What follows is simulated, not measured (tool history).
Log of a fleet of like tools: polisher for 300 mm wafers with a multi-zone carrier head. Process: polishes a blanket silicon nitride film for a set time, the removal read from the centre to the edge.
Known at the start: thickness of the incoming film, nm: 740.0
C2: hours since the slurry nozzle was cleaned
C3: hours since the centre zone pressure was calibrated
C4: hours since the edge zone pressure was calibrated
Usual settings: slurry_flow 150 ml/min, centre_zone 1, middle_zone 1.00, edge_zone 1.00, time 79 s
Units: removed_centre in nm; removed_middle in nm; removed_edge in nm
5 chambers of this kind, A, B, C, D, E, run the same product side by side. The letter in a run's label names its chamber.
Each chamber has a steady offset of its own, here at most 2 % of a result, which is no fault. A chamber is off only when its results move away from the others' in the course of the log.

run 1C hour=4.7 | slurry_flow=150 centre_zone=1 middle_zone=1.00 edge_zone=1.00 time=79 | wafers_polished_on_this_pad=451 C2=495.6 C3=228.0 C4=134.7 | removed_centre=110.100 removed_middle=109.60 removed_edge=110.26
run 2D hour=10.7 | slurry_flow=150 centre_zone=1 middle_zone=1.00 edge_zone=1.00 time=79 | wafers_polished_on_this_pad=162 C2=196.1 C3=518.0 C4=214.8 | removed_centre=109.060 removed_middle=112.90 removed_edge=108.64
run 3E hour=17.9 | slurry_flow=150 centre_zone=1 middle_zone=1.00 edge_zone=1.00 time=79 | wafers_polished_on_this_pad=239 C2=20.5 C3=157.0 C4=1064.3 | removed_centre=108.190 removed_middle=110.47 removed_edge=112.78
run 4A hour=25.5 | slurry_flow=150 centre_zone=1 middle_zone=1.00 edge_zone=1.00 time=79 | wafers_polished_on_this_pad=284 C2=180.7 C3=1091.9 C4=372.0 | removed_centre=108.840 removed_middle=110.03 removed_edge=109.45
-- hour=26.2 chamber B: worn pad replaced by a new one
run 5B hour=30.1 | slurry_flow=150 centre_zone=1 middle_zone=1.00 edge_zone=1.00 time=79 | wafers_polished_on_this_pad=41 C2=227.4 C3=591.8 C4=1400.9 | removed_centre=108.170 removed_middle=110.58 removed_edge=109.20
run 6C hour=37.6 | slurry_flow=150 centre_zone=1 middle_zone=1.00 edge_zone=1.00 time=79 | wafers_polished_on_this_pad=795 C2=528.5 C3=260.9 C4=167.6 | removed_centre=110.820 removed_middle=108.52 removed_edge=110.03
run 7E hour=41.5 | slurry_flow=150 centre_zone=1 middle_zone=1.00 edge_zone=1.00 time=79 | wafers_polished_on_this_pad=486 C2=44.1 C3=180.6 C4=1087.9 | removed_centre=107.920 removed_middle=108.94 removed_edge=110.68
run 8B hour=46.1 | slurry_flow=150 centre_zone=1 middle_zone=1.00 edge_zone=1.00 time=79 | wafers_polished_on_this_pad=209 C2=243.4 C3=607.8 C4=1416.9 | removed_centre=108.330 removed_middle=109.68 removed_edge=112.97
run 9D hour=52.9 | slurry_flow=190 centre_zone=1 middle_zone=1.00 edge_zone=1.00 time=97 | wafers_polished_on_this_pad=603 C2=238.3 C3=560.2 C4=257.0 | removed_centre=143.710 removed_middle=143.14 removed_edge=138.15
run 10A hour=56.5 | slurry_flow=190 centre_zone=1 middle_zone=1.00 edge_zone=1.00 time=97 | wafers_polished_on_this_pad=608 C2=211.7 C3=1122.9 C4=403.0 | removed_centre=138.370 removed_middle=142.24 removed_edge=142.09
-- hour=59.1 chamber D: worn pad replaced by a new one
run 11B hour=63.0 | slurry_flow=190 centre_zone=1 middle_zone=1.00 edge_zone=1.00 time=97 | wafers_polished_on_this_pad=386 C2=260.3 C3=624.7 C4=1433.8 | removed_centre=140.580 removed_middle=138.51 removed_edge=138.17
run 12A hour=71.1 | slurry_flow=190 centre_zone=1 middle_zone=1.00 edge_zone=1.00 time=97 | wafers_polished_on_this_pad=761 C2=226.3 C3=1137.5 C4=417.6 | removed_centre=138.590 removed_middle=136.50 removed_edge=139.22
-- hour=73.6 chamber A: worn pad replaced by a new one
run 13D hour=76.3 | slurry_flow=190 centre_zone=1 middle_zone=1.00 edge_zone=1.00 time=97 | wafers_polished_on_this_pad=180 C2=261.7 C3=583.6 C4=280.4 | removed_centre=142.540 removed_middle=145.09 removed_edge=139.06
-- hour=79.0 chamber A: centre zone pressure recalibrated
run 14E hour=81.7 | slurry_flow=150 centre_zone=1 middle_zone=1.00 edge_zone=1.00 time=79 | wafers_polished_on_this_pad=907 C2=84.3 C3=220.8 C4=1128.1 | removed_centre=108.040 removed_middle=110.75 removed_edge=108.92
-- hour=82.2 chamber B: worn pad replaced by a new one
-- hour=85.2 chamber C: worn pad replaced by a new one
run 15C hour=86.2 | slurry_flow=150 centre_zone=1 middle_zone=1.00 edge_zone=1.00 time=79 | wafers_polished_on_this_pad=11 C2=577.1 C3=309.5 C4=216.2 | removed_centre=112.110 removed_middle=110.19 removed_edge=109.46
run 16E hour=90.7 | slurry_flow=150 centre_zone=1 middle_zone=1.00 edge_zone=0.96 time=100 | wafers_polished_on_this_pad=1001 C2=93.3 C3=229.8 C4=1137.1 | removed_centre=139.420 removed_middle=137.14 removed_edge=134.96
run 17B hour=98.7 | slurry_flow=150 centre_zone=1 middle_zone=1.00 edge_zone=0.96 time=100 | wafers_polished_on_this_pad=172 C2=296.0 C3=660.4 C4=1469.5 | removed_centre=140.250 removed_middle=140.56 removed_edge=135.30
-- hour=98.9 chamber B: edge zone pressure recalibrated
run 18C hour=104.5 | slurry_flow=150 centre_zone=1 middle_zone=1.00 edge_zone=0.96 time=100 | wafers_polished_on_this_pad=202 C2=595.4 C3=327.8 C4=234.5 | removed_centre=138.520 removed_middle=138.89 removed_edge=137.41
run 19A hour=111.1 | slurry_flow=150 centre_zone=1 middle_zone=1.00 edge_zone=0.96 time=100 | wafers_polished_on_this_pad=392 C2=266.3 C3=32.2 C4=457.6 | removed_centre=125.480 removed_middle=139.04 removed_edge=135.24
run 20D hour=115.2 | slurry_flow=150 centre_zone=1 middle_zone=1.00 edge_zone=0.96 time=100 | wafers_polished_on_this_pad=587 C2=300.6 C3=622.5 C4=319.3 | removed_centre=139.930 removed_middle=138.09 removed_edge=135.70
-- hour=118.8 chamber D: worn pad replaced by a new one
-- hour=121.1 chamber E: worn pad replaced by a new one
run 21C hour=122.0 | slurry_flow=150 centre_zone=1 middle_zone=0.94 edge_zone=1.00 time=79 | wafers_polished_on_this_pad=386 C2=612.9 C3=345.3 C4=252.0 | removed_centre=111.220 removed_middle=102.83 removed_edge=108.71
run 22D hour=125.7 | slurry_flow=150 centre_zone=1 middle_zone=0.94 edge_zone=1.00 time=79 | wafers_polished_on_this_pad=73 C2=311.1 C3=633.0 C4=329.8 | removed_centre=109.890 removed_middle=104.96 removed_edge=111.96
run 23A hour=132.5 | slurry_flow=150 centre_zone=1 middle_zone=0.94 edge_zone=1.00 time=79 | wafers_polished_on_this_pad=616 C2=287.7 C3=53.6 C4=479.0 | removed_centre=100.260 removed_middle=103.67 removed_edge=109.20
-- hour=139.0 chamber A: worn pad replaced by a new one
run 24E hour=139.6 | slurry_flow=150 centre_zone=1 middle_zone=0.94 edge_zone=1.00 time=79 | wafers_polished_on_this_pad=193 C2=142.2 C3=278.7 C4=1186.0 | removed_centre=108.760 removed_middle=103.92 removed_edge=109.82
-- hour=143.7 chamber B: worn pad replaced by a new one
run 25B hour=146.3 | slurry_flow=150 centre_zone=1 middle_zone=0.94 edge_zone=1.00 time=79 | wafers_polished_on_this_pad=28 C2=343.6 C3=708.0 C4=47.4 | removed_centre=109.000 removed_middle=105.89 removed_edge=110.62
run 26B hour=150.1 | slurry_flow=150 centre_zone=1 middle_zone=1.00 edge_zone=1.00 time=79 | wafers_polished_on_this_pad=67 C2=347.4 C3=711.8 C4=51.2 | removed_centre=109.730 removed_middle=111.39 removed_edge=108.35
run 27E hour=157.2 | slurry_flow=150 centre_zone=1 middle_zone=1.00 edge_zone=1.00 time=79 | wafers_polished_on_this_pad=377 C2=159.8 C3=296.3 C4=1203.6 | removed_centre=109.770 removed_middle=108.22 removed_edge=111.67
-- hour=161.3 chamber D: centre zone pressure recalibrated
run 28A hour=162.8 | slurry_flow=115 centre_zone=1 middle_zone=1.00 edge_zone=0.95 time=79 | wafers_polished_on_this_pad=249 C2=318.0 C3=83.9 C4=509.3 | removed_centre=92.978 removed_middle=104.24 removed_edge=102.33
run 29C hour=168.5 | slurry_flow=115 centre_zone=1 middle_zone=1.00 edge_zone=0.95 time=79 | wafers_polished_on_this_pad=872 C2=659.4 C3=391.8 C4=298.5 | removed_centre=105.230 removed_middle=101.07 removed_edge=104.20
-- hour=170.9 chamber A: slurry nozzle cleaned
run 30D hour=174.2 | slurry_flow=115 centre_zone=1 middle_zone=1.00 edge_zone=0.95 time=79 | wafers_polished_on_this_pad=580 C2=359.6 C3=13.0 C4=378.3 | removed_centre=104.290 removed_middle=105.13 removed_edge=101.96
-- hour=176.4 chamber D: worn pad replaced by a new one
run 31A hour=178.0 | slurry_flow=115 centre_zone=1 middle_zone=1.00 edge_zone=0.95 time=79 | wafers_polished_on_this_pad=408 C2=7.1 C3=99.1 C4=524.5 | removed_centre=95.373 removed_middle=105.55 removed_edge=103.52
run 32C hour=185.5 | slurry_flow=115 centre_zone=1 middle_zone=1.00 edge_zone=0.95 time=79 | wafers_polished_on_this_pad=1050 C2=676.4 C3=408.8 C4=315.5 | removed_centre=103.430 removed_middle=101.29 removed_edge=101.72
run 33D hour=192.6 | slurry_flow=150 centre_zone=1 middle_zone=1.00 edge_zone=1.00 time=79 | wafers_polished_on_this_pad=170 C2=378.0 C3=31.4 C4=396.7 | removed_centre=111.440 removed_middle=112.19 removed_edge=109.75
run 34E hour=197.4 | slurry_flow=150 centre_zone=1 middle_zone=1.00 edge_zone=1.00 time=79 | wafers_polished_on_this_pad=798 C2=200.0 C3=336.5 C4=1243.8 | removed_centre=107.740 removed_middle=109.59 removed_edge=111.33
-- hour=202.1 chamber B: worn pad replaced by a new one
run 35B hour=202.3 | slurry_flow=150 centre_zone=1 middle_zone=1.00 edge_zone=1.00 time=79 | wafers_polished_on_this_pad=3 C2=399.6 C3=764.0 C4=103.4 | removed_centre=110.140 removed_middle=111.17 removed_edge=110.80

All 5 chambers run these settings next. Forecast each chamber's results:
run 36A hour=208.2 | slurry_flow=150 centre_zone=1 middle_zone=1.00 edge_zone=1.00 time=79 | removed_centre=? removed_middle=? removed_edge=?
run 36B hour=208.2 | slurry_flow=150 centre_zone=1 middle_zone=1.00 edge_zone=1.00 time=79 | removed_centre=? removed_middle=? removed_edge=?
run 36C hour=208.2 | slurry_flow=150 centre_zone=1 middle_zone=1.00 edge_zone=1.00 time=79 | removed_centre=? removed_middle=? removed_edge=?
run 36D hour=208.2 | slurry_flow=150 centre_zone=1 middle_zone=1.00 edge_zone=1.00 time=79 | removed_centre=? removed_middle=? removed_edge=?
run 36E hour=208.2 | slurry_flow=150 centre_zone=1 middle_zone=1.00 edge_zone=1.00 time=79 | removed_centre=? removed_middle=? removed_edge=?

run=36A removed_centre=100.220 removed_middle=110.30 removed_edge=111.45
run=36B removed_centre=108.640 removed_middle=109.46 removed_edge=110.65
run=36C removed_centre=111.760 removed_middle=107.64 removed_edge=111.13
run=36D removed_centre=110.790 removed_middle=110.89 removed_edge=108.56
run=36E removed_centre=106.800 removed_middle=108.73 removed_edge=109.63

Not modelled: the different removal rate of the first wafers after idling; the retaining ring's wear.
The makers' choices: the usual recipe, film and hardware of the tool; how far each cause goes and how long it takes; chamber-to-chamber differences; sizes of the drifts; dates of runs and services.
